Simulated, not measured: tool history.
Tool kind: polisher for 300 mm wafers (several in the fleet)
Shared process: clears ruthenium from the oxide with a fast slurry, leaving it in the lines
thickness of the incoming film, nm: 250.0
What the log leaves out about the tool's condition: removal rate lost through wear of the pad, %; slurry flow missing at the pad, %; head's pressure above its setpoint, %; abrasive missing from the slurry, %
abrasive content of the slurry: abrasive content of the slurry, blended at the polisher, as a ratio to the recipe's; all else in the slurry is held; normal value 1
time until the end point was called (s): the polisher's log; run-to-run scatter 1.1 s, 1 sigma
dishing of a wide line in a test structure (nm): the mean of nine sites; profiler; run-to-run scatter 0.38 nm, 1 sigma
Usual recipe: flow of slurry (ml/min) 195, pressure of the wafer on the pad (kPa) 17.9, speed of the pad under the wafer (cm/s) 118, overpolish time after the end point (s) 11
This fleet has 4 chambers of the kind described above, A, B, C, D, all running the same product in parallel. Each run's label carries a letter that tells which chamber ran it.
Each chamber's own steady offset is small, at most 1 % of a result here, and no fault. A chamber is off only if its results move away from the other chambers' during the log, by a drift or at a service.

run,hour,flow of slurry (ml/min),pressure of the wafer on the pad (kPa),speed of the pad under the wafer (cm/s),abrasive content of the slurry,overpolish time after the end point (s),wafers polished on this pad,hours since the slurry nozzle was cleaned,hours since the head pressure was calibrated,hours since the slurry blender was calibrated,time until the end point was called (s),dishing of a wide line in a test structure (nm)
# hour 1.6: chamber A: worn pad replaced by a new one
1A,2.4,195,17.9,118,1,11,6,505.1,459.1,9.1,59.572,24.477
2D,5.2,195,17.9,118,1,11,154,102.3,638.4,195.9,61.164,24.563
3C,10.3,195,17.9,118,1,11,274,453.5,1009.3,176.7,58.334,24.689
4B,13.0,195,17.9,118,1,11,758,349.7,457.4,150.2,60.351,24.253
5A,15.7,195,17.9,118,1,11,111,518.4,472.4,22.4,59.624,24.710
6C,19.9,195,17.9,118,1,11,350,463.1,1018.9,186.3,58.523,24.368
7B,23.5,195,17.9,118,1,11,841,360.2,467.9,160.7,60.638,24.172
8D,28.1,195,17.9,118,1,11,334,125.2,661.3,218.8,59.818,25.019
9A,32.1,195,17.9,118,1,7,240,534.8,488.8,38.8,59.298,18.264
10C,35.8,195,17.9,118,1,7,475,479.0,1034.8,202.2,56.987,18.199
11B,41.0,195,17.9,118,1,7,979,377.7,485.4,178.2,60.877,18.210
12D,46.2,195,17.9,118,1,7,477,143.3,679.4,236.9,58.920,18.724
13C,48.8,195,17.9,118,1,11,577,492.0,1047.8,215.2,60.791,24.497
14A,52.2,195,17.9,118,1,11,399,554.9,508.9,58.9,59.415,24.843
15B,56.4,195,17.9,118,1,11,1100,393.1,500.8,193.6,61.134,23.844
16D,59.2,195,17.9,118,1,11,579,156.3,692.4,249.9,59.986,23.894
# hour 59.3: chamber B: slurry blender recalibrated
17B,62.2,195,17.9,106,1,11,1146,398.9,506.6,2.9,65.628,23.268
# hour 63.3: chamber D: worn pad replaced by a new one
# hour 63.9: chamber D: slurry blender recalibrated
18C,65.2,195,17.9,106,1,11,706,508.4,1064.2,231.6,71.761,21.548
19D,68.1,195,17.9,106,1,11,38,165.2,701.3,4.2,64.258,23.822
20A,71.2,195,17.9,106,1,11,548,573.9,527.9,77.9,65.627,23.115
# hour 73.7: chamber B: worn pad replaced by a new one
21D,74.8,195,17.9,118,1,11,91,171.9,708.0,10.9,57.916,24.575
22B,77.3,195,17.9,118,1,11,29,414.0,521.7,18.0,59.705,23.654
23A,81.3,195,17.9,118,1,11,628,584.0,538.0,88.0,58.955,24.332
24C,84.1,195,13.8,118,1,11,855,527.3,1083.1,250.5,85.031,19.330
25B,86.5,195,13.8,118,1,11,101,423.2,530.9,27.2,76.235,20.990

Has any chamber moved away from the others, gradually or after a service, or does the common gauge drift, or do the chambers differ only by their own small steady offsets? State the chamber and the most likely cause if one applies.

One chamber, C, drifts off from the rest bit by bit.
Likeliest cause: abrasive missing from the slurry, % = 26.5.
The log may not tell that from: removal rate lost through wear of the pad, %; head's pressure below its setpoint, %.

Here are 4 candidates for chamber C's next run, each the usual settings with a change, their results left as question marks. Which one brings its results back in line with what the others give on the usual settings?
In line means no further than this from the other chambers' mean on the usual settings: time until the end point was called (s) 3.800; dishing of a wide line in a test structure (nm) 1.300
26C-1,90.3,190,15.9,106,0.95,11,,,,,?,?
26C-2,90.3,195,17.2,110,1.00,11,,,,,?,?
26C-3,90.3,195,18.6,126,1.00,11,,,,,?,?
26C-4,90.3,200,20.0,132,1.05,11,,,,,?,?

Mean of the other chambers on the usual settings: time until the end point was called (s) 59.298; dishing of a wide line in a test structure (nm) 24.388
run,time until the end point was called (s),dishing of a wide line in a test structure (nm)
26C-1,88.245,19.254
26C-2,75.894,21.154
26C-3,61.353,23.848
26C-4,52.992,25.655
With 26C-3, the chamber falls back in line with the rest.
